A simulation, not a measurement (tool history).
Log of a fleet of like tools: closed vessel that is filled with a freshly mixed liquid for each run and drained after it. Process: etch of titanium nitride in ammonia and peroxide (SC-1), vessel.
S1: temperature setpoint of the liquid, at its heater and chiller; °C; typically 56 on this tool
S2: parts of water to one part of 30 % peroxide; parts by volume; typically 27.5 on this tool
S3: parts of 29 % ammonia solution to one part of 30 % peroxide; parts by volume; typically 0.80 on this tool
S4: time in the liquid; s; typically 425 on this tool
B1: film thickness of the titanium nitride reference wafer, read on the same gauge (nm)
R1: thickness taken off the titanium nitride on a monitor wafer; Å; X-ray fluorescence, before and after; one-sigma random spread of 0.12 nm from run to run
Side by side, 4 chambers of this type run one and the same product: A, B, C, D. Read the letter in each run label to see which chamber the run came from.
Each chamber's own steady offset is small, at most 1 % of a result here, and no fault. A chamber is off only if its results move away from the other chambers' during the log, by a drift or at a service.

Run 1A, hour 6.8: usual settings; B1 70.019. Result: R1 246.84 Å.
Run 2C, hour 15.7: usual settings; B1 70.000. Result: R1 246.03 Å.
Run 3B, hour 24.2: usual settings; B1 69.998. Result: R1 246.24 Å.
Run 4D, hour 34.8: usual settings; B1 70.021. Result: R1 246.07 Å.
Run 5D, hour 45.7: usual settings; B1 69.975. Result: R1 246.09 Å.
Run 6B, hour 55.4: usual settings; B1 70.000. Result: R1 243.77 Å.
Run 7A, hour 62.1: usual settings; B1 69.985. Result: R1 246.94 Å.
Run 8C, hour 69.4: usual settings; B1 70.014. Result: R1 245.41 Å.
Run 9C, hour 79.1: usual settings but S2 37.0 parts by volume, S4 280 s; B1 70.012. Result: R1 138.42 Å.
Run 10A, hour 90.6: usual settings but S2 37.0 parts by volume, S4 280 s; B1 70.004. Result: R1 137.98 Å.
Run 11D, hour 95.8: usual settings but S2 37.0 parts by volume, S4 280 s; B1 69.991. Result: R1 136.32 Å.
Run 12B, hour 106.5: usual settings but S2 37.0 parts by volume, S4 280 s; B1 70.004. Result: R1 135.15 Å.
Run 13C, hour 112.5: usual settings; B1 70.033. Result: R1 246.00 Å.
Run 14A, hour 118.5: usual settings; B1 69.980. Result: R1 247.59 Å.
At hour 124.8: chamber D: thermometer replaced.
Run 15B, hour 127.5: usual settings; B1 70.025. Result: R1 241.88 Å.
Run 16D, hour 134.7: usual settings; B1 69.996. Result: R1 245.15 Å.
Run 17D, hour 145.5: usual settings; B1 70.018. Result: R1 244.60 Å.
Run 18A, hour 152.7: usual settings; B1 69.979. Result: R1 247.47 Å.
Run 19C, hour 161.9: usual settings; B1 70.000. Result: R1 246.60 Å.
Run 20B, hour 168.1: usual settings; B1 70.009. Result: R1 241.19 Å.
Run 21B, hour 173.9: usual settings but S4 595 s; B1 70.001. Result: R1 336.10 Å.
Run 22C, hour 184.1: usual settings but S4 595 s; B1 69.980. Result: R1 346.41 Å.
Run 23D, hour 189.3: usual settings but S4 595 s; B1 70.013. Result: R1 340.22 Å.
Run 24A, hour 195.0: usual settings but S4 595 s; B1 70.014. Result: R1 349.72 Å.
Run 25A, hour 204.6: usual settings; B1 70.023. Result: R1 246.82 Å.
Run 26D, hour 211.9: usual settings; B1 69.995. Result: R1 246.85 Å.
Run 27B, hour 218.5: usual settings; B1 69.977. Result: R1 238.54 Å.
Run 28C, hour 230.4: usual settings but S1 62 °C, S3 0.65 parts by volume; B1 70.003. Result: R1 352.41 Å.
Run 29D, hour 239.4: usual settings but S1 62 °C, S3 0.65 parts by volume; B1 70.027. Result: R1 354.01 Å.
Run 30A, hour 246.8: usual settings but S1 62 °C, S3 0.65 parts by volume; B1 69.998. Result: R1 350.78 Å.
Run 31B, hour 252.1: usual settings but S1 62 °C, S3 0.65 parts by volume; B1 69.999. Result: R1 342.60 Å.
Run 32C, hour 260.9: usual settings; B1 70.010. Result: R1 246.98 Å.
Run 33D, hour 268.3: usual settings; B1 69.996. Result: R1 246.83 Å.
Run 34B, hour 277.5: usual settings but S2 36.0 parts by volume, S3 0.65 parts by volume; B1 70.015. Result: R1 197.61 Å.

Each of the 4 chambers runs these same settings next. Fill in every chamber's results:
Run 35A, hour 286.1: usual settings. Result: R1 ?.
Run 35B, hour 286.1: usual settings. Result: R1 ?.
Run 35C, hour 286.1: usual settings. Result: R1 ?.
Run 35D, hour 286.1: usual settings. Result: R1 ?.

run      R1
35A  246.60
35B  238.35
35C  245.77
35D  245.26
